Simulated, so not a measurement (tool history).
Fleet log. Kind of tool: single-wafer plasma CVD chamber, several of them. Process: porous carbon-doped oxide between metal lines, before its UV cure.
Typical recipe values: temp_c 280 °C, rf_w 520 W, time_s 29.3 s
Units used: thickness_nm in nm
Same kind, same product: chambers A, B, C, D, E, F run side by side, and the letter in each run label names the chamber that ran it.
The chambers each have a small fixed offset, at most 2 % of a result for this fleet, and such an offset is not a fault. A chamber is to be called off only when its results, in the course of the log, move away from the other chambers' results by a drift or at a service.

| run | day | temp_c | rf_w | time_s | hours since the last thermocouple change | hours since the last RF generator calibration | read-back reference wafer on the same gauge, thickness_nm | thickness_nm |
|---|---|---|---|---|---|---|---|---|
| 1D | 0.204 | 280 | 520 | 29.3 | 47.1 | 1670.4 | 209.80 | 180.34 |
| 2B | 0.408 | 280 | 520 | 29.3 | 1050.2 | 1420.9 | 209.98 | 179.97 |
| 3A | 0.692 | 280 | 520 | 29.3 | 2505.0 | 149.5 | 210.23 | 185.91 |
| 4C | 0.950 | 280 | 520 | 29.3 | 953.3 | 1243.7 | 210.12 | 181.11 |
| 5E | 1.108 | 280 | 520 | 29.3 | 773.5 | 398.8 | 209.92 | 181.34 |
|  | 1.192 | chamber F: thermocouple changed; heater temperature recalibrated |
| 6F | 1.362 | 280 | 520 | 29.3 | 4.2 | 969.9 | 210.01 | 181.80 |
| 7E | 1.621 | 280 | 520 | 29.3 | 785.8 | 411.1 | 210.10 | 181.29 |
| 8A | 1.842 | 280 | 520 | 29.3 | 2532.6 | 177.1 | 210.17 | 182.35 |
| 9C | 2.112 | 280 | 520 | 29.3 | 981.2 | 1271.6 | 210.18 | 181.91 |
| 10F | 2.367 | 280 | 520 | 29.3 | 28.3 | 994.0 | 210.08 | 183.36 |
| 11B | 2.675 | 280 | 520 | 29.3 | 1104.6 | 1475.3 | 209.76 | 182.40 |
| 12D | 2.892 | 280 | 520 | 29.3 | 111.6 | 1734.9 | 209.86 | 180.49 |
| 13E | 3.229 | 280 | 520 | 29.3 | 824.4 | 449.7 | 210.01 | 181.02 |
| 14D | 3.475 | 280 | 520 | 29.3 | 125.6 | 1748.9 | 209.94 | 180.88 |
| 15C | 3.629 | 280 | 520 | 29.3 | 1017.6 | 1308.0 | 209.83 | 182.47 |
| 16B | 3.858 | 280 | 520 | 29.3 | 1133.0 | 1503.7 | 210.12 | 181.97 |
| 17F | 4.150 | 280 | 520 | 29.3 | 71.1 | 1036.8 | 210.00 | 183.70 |
| 18A | 4.308 | 280 | 520 | 29.3 | 2591.8 | 236.3 | 209.95 | 185.06 |
| 19D | 4.488 | 280 | 520 | 29.3 | 149.9 | 1773.2 | 210.01 | 179.00 |
| 20F | 4.733 | 280 | 520 | 29.3 | 85.1 | 1050.8 | 209.82 | 185.84 |
| 21E | 4.971 | 280 | 520 | 29.3 | 866.2 | 491.5 | 210.09 | 180.97 |
| 22B | 5.279 | 280 | 520 | 29.3 | 1167.1 | 1537.8 | 209.72 | 179.97 |
| 23A | 5.533 | 280 | 520 | 29.3 | 2621.2 | 265.7 | 210.13 | 184.29 |
|  | 5.608 | chamber A: thermocouple changed; heater temperature recalibrated |
| 24C | 5.808 | 280 | 520 | 29.3 | 1069.9 | 1360.3 | 210.22 | 182.48 |
| 25F | 6.092 | 280 | 520 | 29.3 | 117.7 | 1083.4 | 210.28 | 183.82 |
| 26B | 6.325 | 280 | 520 | 29.3 | 1192.2 | 1562.9 | 210.23 | 182.45 |
| 27C | 6.658 | 273 | 520 | 26.7 | 1090.3 | 1380.7 | 210.07 | 172.64 |
| 28A | 6.888 | 273 | 520 | 26.7 | 30.7 | 298.2 | 209.97 | 176.27 |
| 29D | 7.229 | 273 | 520 | 26.7 | 215.7 | 1839.0 | 210.15 | 172.08 |
| 30E | 7.388 | 273 | 520 | 26.7 | 924.2 | 549.5 | 209.73 | 173.92 |
| 31E | 7.692 | 273 | 520 | 26.7 | 931.5 | 556.8 | 209.76 | 172.60 |
| 32D | 8.008 | 273 | 520 | 26.7 | 234.4 | 1857.7 | 209.98 | 173.12 |
| 33B | 8.288 | 268 | 520 | 25.5 | 1239.3 | 1610.0 | 209.63 | 173.04 |
| 34C | 8.496 | 268 | 520 | 25.5 | 1134.4 | 1424.8 | 209.86 | 171.13 |
| 35A | 8.738 | 268 | 520 | 25.5 | 75.1 | 342.6 | 210.09 | 174.33 |
| 36F | 9.008 | 268 | 520 | 25.5 | 187.7 | 1153.4 | 209.98 | 173.03 |
| 37C | 9.238 | 268 | 520 | 25.5 | 1152.2 | 1442.6 | 209.82 | 171.50 |
| 38F | 9.429 | 268 | 520 | 25.5 | 197.8 | 1163.5 | 209.95 | 174.44 |
| 39D | 9.688 | 280 | 520 | 29.3 | 274.7 | 1898.0 | 209.74 | 179.99 |

Is one chamber off against the others, does the gauge drift, or is nothing wrong? If a chamber is off, say which, and what the likeliest cause is.

The fleet is healthy, with each chamber sitting at its usual small offset and no drift in the gauge.
